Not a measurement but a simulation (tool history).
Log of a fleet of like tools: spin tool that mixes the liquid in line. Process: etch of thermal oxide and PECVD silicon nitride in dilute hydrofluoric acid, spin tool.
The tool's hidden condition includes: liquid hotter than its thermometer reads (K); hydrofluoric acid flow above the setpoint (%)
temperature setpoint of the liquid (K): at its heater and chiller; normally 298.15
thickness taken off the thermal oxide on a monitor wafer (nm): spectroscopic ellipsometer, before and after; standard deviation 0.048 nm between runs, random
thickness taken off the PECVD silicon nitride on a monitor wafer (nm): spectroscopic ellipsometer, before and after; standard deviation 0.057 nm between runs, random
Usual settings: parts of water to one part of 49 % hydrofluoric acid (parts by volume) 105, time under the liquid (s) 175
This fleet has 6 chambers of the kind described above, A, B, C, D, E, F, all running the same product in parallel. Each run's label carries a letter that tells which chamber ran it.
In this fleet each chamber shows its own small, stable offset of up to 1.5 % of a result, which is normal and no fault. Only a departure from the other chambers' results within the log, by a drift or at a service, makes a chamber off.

run	hour	temperature setpoint of the liquid (K)	parts of water to one part of 49 % hydrofluoric acid (parts by volume)	time under the liquid (s)	hours since the thermometer was replaced	hours since the hydrofluoric acid flow meter was replaced	read-back film thickness of the thermal oxide reference wafer, read on the same gauge (nm)	read-back film thickness of the PECVD silicon nitride reference wafer, read on the same gauge (nm)	thickness taken off the thermal oxide on a monitor wafer (nm)	thickness taken off the PECVD silicon nitride on a monitor wafer (nm)
1F	7.2	298.15	105	175	327.3	41.8	150.01	59.994	8.2122	5.9467
2B	18.9	298.15	105	175	428.4	310.2	150.01	59.998	8.0848	5.9465
3C	24.8	298.15	105	175	651.3	1821.3	150.01	60.013	8.1105	5.9185
# hour 28.2: chamber C: hydrofluoric acid flow meter replaced
4A	33.3	298.15	105	175	1339.9	1894.4	150.04	59.996	8.1003	6.0024
5D	46.6	298.15	105	175	1072.2	2077.5	150.04	59.992	8.0946	5.8619
6E	53.7	296.15	105	100	1930.3	57.6	150.01	60.010	4.2765	2.9492
7D	65.1	296.15	105	100	1090.7	2096.0	150.02	59.996	4.2796	2.9545
8C	76.1	296.15	105	100	702.6	47.9	149.99	59.997	4.2389	2.9497
9A	88.7	296.15	105	100	1395.3	1949.8	150.00	60.005	4.2231	3.0144
10B	100.7	296.15	105	100	510.2	392.0	150.00	59.997	4.2887	2.9538
11E	111.9	296.15	105	100	1988.5	115.8	150.00	60.005	4.2203	2.9388
12F	120.3	298.15	105	175	440.4	154.9	150.01	60.003	8.1040	5.9086
# hour 126.1: chamber A: hydrofluoric acid flow meter replaced
13C	133.4	298.15	105	175	759.9	105.2	149.99	59.998	8.0899	5.9299
14F	146.6	298.15	105	175	466.7	181.2	150.01	60.005	8.1515	5.9709
15E	155.0	298.15	105	175	2031.6	158.9	150.02	59.990	8.1103	5.8283
16D	163.0	298.15	105	175	1188.6	2193.9	150.01	60.001	8.0930	5.9678
# hour 172.5: chamber D: thermometer replaced
17B	173.7	298.15	105	175	583.2	465.0	150.03	60.013	8.3764	6.0195
18A	186.3	298.15	105	175	1492.9	60.2	150.04	60.007	7.9676	5.9113
19C	196.3	298.15	105	175	822.8	168.1	150.02	59.990	8.0664	5.9826
# hour 204.8: chamber B: thermometer replaced
# hour 204.9: chamber C: thermometer replaced
20F	208.2	298.15	105	175	528.3	242.8	150.04	59.980	8.0604	5.9522
21E	214.7	298.15	105	175	2091.3	218.6	150.05	59.985	8.0583	5.9979
22A	224.0	302.15	105	175	1530.6	97.9	149.99	60.005	9.3760	7.6051
23B	234.6	302.15	105	175	29.8	525.9	150.00	59.995	9.7164	7.9599
24D	247.0	302.15	105	175	74.5	2277.9	150.03	60.001	9.5508	7.6835
25B	260.3	302.15	105	175	55.5	551.6	150.00	60.017	9.8178	8.0419
26D	272.1	302.15	105	175	99.6	2303.0	150.00	59.986	9.3737	7.7329
27A	283.7	302.15	105	175	1590.3	157.6	150.01	60.018	9.2160	7.5882
28C	295.6	298.15	105	175	90.7	267.4	150.00	60.023	8.0686	5.9847
29E	308.2	298.15	105	175	2184.8	312.1	149.99	59.989	8.1270	5.8588
30F	315.6	298.15	105	175	635.7	350.2	150.04	59.997	8.0709	5.9416
31A	324.1	293.15	105	175	1630.7	198.0	149.98	60.011	6.5452	4.2432
32F	334.2	293.15	105	175	654.3	368.8	150.03	59.993	6.6477	4.2542
33B	340.4	293.15	105	175	135.6	631.7	149.98	60.006	6.9432	4.4355
34D	351.5	293.15	105	175	179.0	2382.4	149.97	60.000	6.5853	4.1642
35E	362.0	293.15	105	175	2238.6	365.9	149.99	59.991	6.6202	4.1901
36C	375.3	293.15	105	175	170.4	347.1	150.00	60.002	6.5933	4.2760
37A	387.3	298.15	105	175	1693.9	261.2	150.01	60.006	7.9543	5.8769
38E	399.4	298.15	105	175	2276.0	403.3	150.04	59.994	8.0135	5.8639
39C	410.9	298.15	105	175	206.0	382.7	150.00	60.007	7.9996	5.8693
40B	419.1	298.15	105	175	214.3	710.4	149.98	60.010	8.6965	6.3232
41D	427.0	298.15	105	175	254.5	2457.9	150.01	59.979	8.1003	5.9076

What goes on in this fleet: one chamber off, a drifting gauge, or nothing beyond the chambers' own small offsets? Name the chamber and the cause, if any.

Chamber B drifts away from the others.
Likeliest cause: hydrofluoric acid flow above the setpoint (%) = 6.45.

Chamber B could run next with any of the 4 candidate recipes listed below; each alters the usual settings, and their results appear as question marks. Which one brings its results back in line with what the other chambers deliver on the usual settings?
In-line tolerance around the mean of the other chambers on the usual settings: thickness taken off the thermal oxide on a monitor wafer (nm) 0.1700; thickness taken off the PECVD silicon nitride on a monitor wafer (nm) 0.2000
42B-1	436.8	298.15	100	180					?	?
42B-2	436.8	298.15	105	170					?	?
42B-3	436.8	298.15	110	170					?	?
42B-4	436.8	298.15	105	180					?	?

Average result of the remaining chambers running the usual settings: thickness taken off the thermal oxide on a monitor wafer (nm) 8.0648; thickness taken off the PECVD silicon nitride on a monitor wafer (nm) 5.8998
run	thickness taken off the thermal oxide on a monitor wafer (nm)	thickness taken off the PECVD silicon nitride on a monitor wafer (nm)
42B-1	9.5243	6.7789
42B-2	8.5118	6.0978
42B-3	8.0733	5.8209
42B-4	9.0125	6.4565
42B-3 brings the chamber back in line.

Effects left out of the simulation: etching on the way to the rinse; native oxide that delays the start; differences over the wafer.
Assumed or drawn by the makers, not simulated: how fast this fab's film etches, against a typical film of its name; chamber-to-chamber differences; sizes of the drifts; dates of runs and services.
